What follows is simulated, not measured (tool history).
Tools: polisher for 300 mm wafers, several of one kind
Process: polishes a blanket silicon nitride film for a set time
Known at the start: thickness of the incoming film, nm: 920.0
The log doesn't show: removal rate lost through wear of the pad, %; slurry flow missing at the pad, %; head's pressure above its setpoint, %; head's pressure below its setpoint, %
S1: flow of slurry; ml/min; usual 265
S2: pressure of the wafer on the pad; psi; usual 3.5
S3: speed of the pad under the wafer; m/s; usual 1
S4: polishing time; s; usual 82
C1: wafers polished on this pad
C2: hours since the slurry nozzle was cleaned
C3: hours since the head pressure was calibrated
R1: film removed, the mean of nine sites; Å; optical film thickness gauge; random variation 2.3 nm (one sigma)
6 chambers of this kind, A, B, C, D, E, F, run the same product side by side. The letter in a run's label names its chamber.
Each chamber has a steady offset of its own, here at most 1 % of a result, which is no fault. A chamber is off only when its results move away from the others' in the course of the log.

run	hour	S1	S2	S3	S4	C1	C2	C3	R1
1D	5.8	265	3.5	1	82	810	620.9	811.5	1657.8
2A	13.1	265	3.5	1	82	896	70.8	99	1662.8
# hour 17.2: chamber E: head pressure recalibrated
# hour 17.6: chamber A: worn pad replaced by a new one
3B	20.7	265	3.5	1	82	768	314.4	374.9	1661.5
4E	30.9	265	3.5	1	82	441	150	13.7	1722.3
5F	43.9	265	3.5	1.32	82	480	54.4	903.7	2037.2
# hour 48.7: chamber C: worn pad replaced by a new one
6C	56.2	265	3.5	1.32	82	57	387.8	949	2120.2
# hour 60.6: chamber D: worn pad replaced by a new one
# hour 66.2: chamber E: worn pad replaced by a new one
7E	69.1	265	3.5	1.32	82	22	188.2	51.9	2060.4
# hour 73.5: chamber F: worn pad replaced by a new one
# hour 75.2: chamber B: worn pad replaced by a new one
8B	80.3	265	3.5	1.32	82	38	374	434.5	2164.7
9D	89.2	265	3.5	1.32	82	217	704.3	894.9	2069.6
# hour 91.9: chamber D: slurry nozzle cleaned
10A	97.8	265	3.5	1.32	82	607	155.5	183.7	2092.9
11C	110.3	265	3.5	1	82	466	441.9	1003.1	1690.5
12F	116.8	265	3.5	1	82	327	127.3	976.6	1676.8
# hour 123.1: chamber A: worn pad replaced by a new one
13E	127.1	265	3.5	1	82	460	246.2	109.9	1642.9
# hour 131.3: chamber C: worn pad replaced by a new one
14B	135.1	265	3.5	1	82	453	428.8	489.3	1691.7
15A	146.6	265	3.5	1	82	178	204.3	232.5	1662
# hour 148: chamber E: slurry nozzle cleaned
16C	156.9	265	3.5	1	82	193	488.5	1049.7	1681.5
# hour 158.2: chamber E: worn pad replaced by a new one
# hour 161.6: chamber F: worn pad replaced by a new one
17D	167.5	265	3.5	1	82	809	75.6	973.2	1683.3
18F	176.1	265	3.5	1	82	110	186.6	1035.9	1662.2
19E	184.5	265	3.5	1	82	199	36.6	167.3	1670.4
20C	190.2	265	3.5	1	82	445	521.8	1083	1689.3
# hour 191: chamber F: head pressure recalibrated
# hour 191.5: chamber A: head pressure recalibrated
21A	198.7	265	3.5	1	82	572	256.4	7.3	1667
22F	209.8	265	3.5	1.34	82	365	220.3	18.8	2053.8
# hour 220.3: chamber D: worn pad replaced by a new one
23D	222.1	265	3.5	1.34	82	13	130.2	1027.8	2063.1
24B	230.5	265	3.5	1.34	82	1174	524.2	584.7	2101.6
# hour 231.9: chamber D: head pressure recalibrated
# hour 233.5: chamber A: worn pad replaced by a new one
# hour 234.2: chamber C: worn pad replaced by a new one
# hour 234.4: chamber B: worn pad replaced by a new one
25D	239.1	265	3.5	1.34	82	142	147.2	7.2	1857.3
26F	245.2	265	3.5	1.34	82	632	255.7	54.2	2080.5
# hour 246.8: chamber E: worn pad replaced by a new one
# hour 252.1: chamber F: worn pad replaced by a new one
27B	253.8	265	3.5	1.34	82	147	547.5	608	2164.9
28E	261.4	265	3.5	1	82	111	113.5	244.2	1694.7
29C	270.9	265	3.5	1	82	278	602.5	1163.7	1689.1
30A	282.6	265	4.2	1	82	372	340.3	91.2	2005.7
31A	290.1	265	4.2	1	82	428	347.8	98.7	1981
32F	297.8	265	4.2	1	82	346	308.3	106.8	2050.2
33D	309.1	265	4.2	1	82	671	217.2	77.2	1789.2
# hour 315.9: chamber C: worn pad replaced by a new one
34E	318.6	265	4.2	1	82	543	170.7	301.4	2030.9
# hour 325.4: chamber E: worn pad replaced by a new one
35B	327.9	265	4.2	1	82	708	621.6	682.1	2015.4
# hour 331.7: chamber F: worn pad replaced by a new one
# hour 335.1: chamber A: worn pad replaced by a new one
36C	341	265	3.5	1	82	190	672.6	1233.8	1715.1
37E	349	265	3.5	1	82	179	201.1	331.8	1709.2
38A	355.7	265	3.5	1	82	156	413.4	164.3	1661.7
39D	362.4	265	3.5	1	82	1075	270.5	130.5	1494.7
# hour 362.6: chamber B: slurry nozzle cleaned
40F	374.4	265	3.5	1	82	323	384.9	183.4	1670.7
41C	381.6	265	3.5	1	82	497	713.2	1274.4	1660.4
# hour 387.2: chamber D: worn pad replaced by a new one
42B	392.6	265	4.2	1	57	1197	30	746.8	1447.8
# hour 393: chamber E: slurry nozzle cleaned
43D	400.6	265	4.2	1	57	101	308.7	168.7	1228.2
# hour 408.2: chamber E: worn pad replaced by a new one
44E	412.1	265	4.2	1	57	29	19.1	394.9	1399.1

What goes on in this fleet: one chamber off, a drifting gauge, or nothing beyond the chambers' own small offsets? Name the chamber and the cause, if any.

A service left chamber D off against the others.
Cause: head's pressure below its setpoint, % = 11.7.

Here are 4 candidates for chamber D's next run, each the usual settings with a change, their results left as question marks. Which one brings its results back in line with what the others give on the usual settings?
In line means no further than this from the other chambers' mean on the usual settings: R1 79 Å
45D-1	421.6	265	3.3	0.96	78				?
45D-2	421.6	270	4.3	1	82				?
45D-3	421.6	270	3.9	1	82				?
45D-4	421.6	265	3.2	0.94	75				?

The other chambers' mean on the usual settings: R1 1680.5 Å
run	R1
45D-1	1289.8
45D-2	1821.7
45D-3	1654.3
45D-4	1183.2
45D-3 brings the chamber back in line.
